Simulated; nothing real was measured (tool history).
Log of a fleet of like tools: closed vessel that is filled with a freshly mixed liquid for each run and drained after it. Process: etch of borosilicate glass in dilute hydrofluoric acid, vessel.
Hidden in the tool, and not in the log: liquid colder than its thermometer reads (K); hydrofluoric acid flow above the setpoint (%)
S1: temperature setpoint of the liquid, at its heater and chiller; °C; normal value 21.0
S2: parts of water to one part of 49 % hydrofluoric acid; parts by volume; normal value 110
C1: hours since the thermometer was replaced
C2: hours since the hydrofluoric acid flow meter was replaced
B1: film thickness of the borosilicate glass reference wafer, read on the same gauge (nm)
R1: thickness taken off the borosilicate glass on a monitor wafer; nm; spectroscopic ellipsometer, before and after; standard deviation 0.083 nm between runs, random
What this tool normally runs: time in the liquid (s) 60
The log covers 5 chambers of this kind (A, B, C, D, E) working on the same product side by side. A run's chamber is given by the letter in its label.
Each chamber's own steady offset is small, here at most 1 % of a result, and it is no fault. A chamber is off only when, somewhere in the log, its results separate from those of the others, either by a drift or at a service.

{"run": "1B", "day": 0.208, "S1": 21.0, "S2": 110, "time in the liquid (s)": 60, "C1": 791.2, "C2": 255.8, "B1": 49.996, "R1": 19.516}
{"run": "2D", "day": 0.35, "S1": 21.0, "S2": 110, "time in the liquid (s)": 60, "C1": 501.0, "C2": 672.3, "B1": 50.006, "R1": 19.479}
{"run": "3E", "day": 0.562, "S1": 21.0, "S2": 110, "time in the liquid (s)": 60, "C1": 623.7, "C2": 1079.9, "B1": 49.99, "R1": 19.757}
{"run": "4A", "day": 0.725, "S1": 21.0, "S2": 110, "time in the liquid (s)": 60, "C1": 2033.3, "C2": 1032.8, "B1": 50.041, "R1": 19.227}
{"run": "5C", "day": 0.904, "S1": 21.0, "S2": 110, "time in the liquid (s)": 60, "C1": 172.6, "C2": 157.5, "B1": 49.983, "R1": 19.606}
{"run": "6A", "day": 1.096, "S1": 21.0, "S2": 110, "time in the liquid (s)": 60, "C1": 2042.2, "C2": 1041.7, "B1": 50.018, "R1": 19.271}
{"run": "7B", "day": 1.288, "S1": 21.0, "S2": 110, "time in the liquid (s)": 60, "C1": 817.1, "C2": 281.7, "B1": 50.004, "R1": 19.382}
{"run": "8C", "day": 1.504, "S1": 21.0, "S2": 110, "time in the liquid (s)": 60, "C1": 187.0, "C2": 171.9, "B1": 50.029, "R1": 19.518}
{"run": "9D", "day": 1.7, "S1": 21.0, "S2": 110, "time in the liquid (s)": 60, "C1": 533.4, "C2": 704.7, "B1": 49.997, "R1": 19.471}
{"run": "10E", "day": 1.912, "S1": 21.0, "S2": 110, "time in the liquid (s)": 60, "C1": 656.1, "C2": 1112.3, "B1": 49.951, "R1": 19.83}
{"run": "11C", "day": 2.058, "S1": 21.0, "S2": 110, "time in the liquid (s)": 60, "C1": 200.3, "C2": 185.2, "B1": 50.008, "R1": 19.444}
{"run": "12A", "day": 2.267, "S1": 17.0, "S2": 110, "time in the liquid (s)": 60, "C1": 2070.3, "C2": 1069.8, "B1": 49.98, "R1": 16.395}
{"run": "13B", "day": 2.383, "S1": 17.0, "S2": 110, "time in the liquid (s)": 60, "C1": 843.4, "C2": 308.0, "B1": 50.014, "R1": 16.462}
{"run": "14E", "day": 2.546, "S1": 17.0, "S2": 110, "time in the liquid (s)": 60, "C1": 671.3, "C2": 1127.5, "B1": 50.002, "R1": 16.781}
{"run": "15D", "day": 2.675, "S1": 17.0, "S2": 110, "time in the liquid (s)": 60, "C1": 556.8, "C2": 728.1, "B1": 50.04, "R1": 16.429}
{"run": "16D", "day": 2.792, "S1": 17.0, "S2": 110, "time in the liquid (s)": 60, "C1": 559.6, "C2": 730.9, "B1": 50.0, "R1": 16.549}
{"run": "17B", "day": 2.983, "S1": 21.0, "S2": 160, "time in the liquid (s)": 60, "C1": 857.8, "C2": 322.4, "B1": 50.035, "R1": 12.776}
{"run": "18C", "day": 3.1, "S1": 21.0, "S2": 160, "time in the liquid (s)": 60, "C1": 225.3, "C2": 210.2, "B1": 49.969, "R1": 12.68}
{"run": "19E", "day": 3.304, "S1": 21.0, "S2": 160, "time in the liquid (s)": 60, "C1": 689.5, "C2": 1145.7, "B1": 50.028, "R1": 12.844}
{"run": "20A", "day": 3.492, "S1": 21.0, "S2": 160, "time in the liquid (s)": 60, "C1": 2099.7, "C2": 1099.2, "B1": 50.031, "R1": 12.553}
{"run": "21B", "day": 3.683, "S1": 21.0, "S2": 160, "time in the liquid (s)": 60, "C1": 874.6, "C2": 339.2, "B1": 50.01, "R1": 12.858}
{"run": "22C", "day": 3.808, "S1": 21.0, "S2": 110, "time in the liquid (s)": 60, "C1": 242.3, "C2": 227.2, "B1": 50.01, "R1": 19.347}
{"run": "23E", "day": 4.0, "S1": 21.0, "S2": 110, "time in the liquid (s)": 60, "C1": 706.2, "C2": 1162.4, "B1": 50.017, "R1": 19.69}
{"run": "24A", "day": 4.15, "S1": 21.0, "S2": 110, "time in the liquid (s)": 60, "C1": 2115.5, "C2": 1115.0, "B1": 50.004, "R1": 19.404}
{"run": "25D", "day": 4.283, "S1": 21.0, "S2": 110, "time in the liquid (s)": 60, "C1": 595.4, "C2": 766.7, "B1": 50.009, "R1": 19.467}
{"run": "26E", "day": 4.446, "S1": 21.0, "S2": 110, "time in the liquid (s)": 60, "C1": 716.9, "C2": 1173.1, "B1": 49.972, "R1": 19.676}
{"run": "27D", "day": 4.662, "S1": 21.0, "S2": 110, "time in the liquid (s)": 60, "C1": 604.5, "C2": 775.8, "B1": 49.994, "R1": 19.407}
{"run": "28C", "day": 4.762, "S1": 24.5, "S2": 110, "time in the liquid (s)": 40, "C1": 265.2, "C2": 250.1, "B1": 49.975, "R1": 14.943}
{"run": "29A", "day": 4.9, "S1": 24.5, "S2": 110, "time in the liquid (s)": 40, "C1": 2133.5, "C2": 1133.0, "B1": 50.013, "R1": 14.786}
{"run": "30B", "day": 5.038, "S1": 24.5, "S2": 110, "time in the liquid (s)": 40, "C1": 907.1, "C2": 371.7, "B1": 50.004, "R1": 15.41}
{"run": "31D", "day": 5.167, "S1": 24.5, "S2": 110, "time in the liquid (s)": 40, "C1": 616.6, "C2": 787.9, "B1": 50.016, "R1": 14.995}
{"run": "32B", "day": 5.379, "S1": 24.5, "S2": 110, "time in the liquid (s)": 40, "C1": 915.3, "C2": 379.9, "B1": 49.981, "R1": 15.484}
{"run": "33C", "day": 5.504, "S1": 21.0, "S2": 110, "time in the liquid (s)": 60, "C1": 283.0, "C2": 267.9, "B1": 49.976, "R1": 19.365}
{"run": "34E", "day": 5.617, "S1": 21.0, "S2": 110, "time in the liquid (s)": 60, "C1": 745.0, "C2": 1201.2, "B1": 49.972, "R1": 19.655}
{"run": "35A", "day": 5.788, "S1": 21.0, "S2": 110, "time in the liquid (s)": 60, "C1": 2154.8, "C2": 1154.3, "B1": 49.963, "R1": 19.224}
{"run": "36C", "day": 5.992, "S1": 21.0, "S2": 110, "time in the liquid (s)": 60, "C1": 294.7, "C2": 279.6, "B1": 50.012, "R1": 19.408}
{"run": "37D", "day": 6.129, "S1": 21.0, "S2": 85, "time in the liquid (s)": 40, "C1": 639.7, "C2": 811.0, "B1": 50.007, "R1": 17.28}
{"run": "38A", "day": 6.325, "S1": 21.0, "S2": 85, "time in the liquid (s)": 40, "C1": 2167.7, "C2": 1167.2, "B1": 49.994, "R1": 17.149}
{"run": "39E", "day": 6.454, "S1": 21.0, "S2": 85, "time in the liquid (s)": 40, "C1": 765.1, "C2": 1221.3, "B1": 49.968, "R1": 17.543}
{"run": "40B", "day": 6.633, "S1": 21.0, "S2": 85, "time in the liquid (s)": 40, "C1": 945.4, "C2": 410.0, "B1": 50.002, "R1": 18.064}

Is one chamber off against the others, does the gauge drift, or is nothing wrong? If a chamber is off, say which, and what the likeliest cause is.

Little by little, chamber B moves away from the other chambers.
Likeliest cause: hydrofluoric acid flow above the setpoint (%) = 4.77.
It could be hard to tell apart here from: liquid hotter than its thermometer reads (K).

Which of the 4 candidates below, each the usual settings with something changed and its results left as question marks, puts chamber B back in line with what the other chambers give on the usual settings?
Counts as in line when no further than this from what the other chambers average on the usual settings: R1 0.290 nm
{"run": "41B-1", "day": 6.792, "S1": 20.5, "S2": 110, "time in the liquid (s)": 60, "R1": "?"}
{"run": "41B-2", "day": 6.792, "S1": 21.0, "S2": 105, "time in the liquid (s)": 60, "R1": "?"}
{"run": "41B-3", "day": 6.792, "S1": 21.5, "S2": 110, "time in the liquid (s)": 60, "R1": "?"}
{"run": "41B-4", "day": 6.792, "S1": 21.0, "S2": 115, "time in the liquid (s)": 60, "R1": "?"}

On the usual settings, the other chambers give on average: R1 19.501 nm
run=41B-1 R1=20.100
run=41B-2 R1=21.612
run=41B-3 R1=20.949
run=41B-4 R1=19.525
It is 41B-4 that realigns the chamber with its peers.
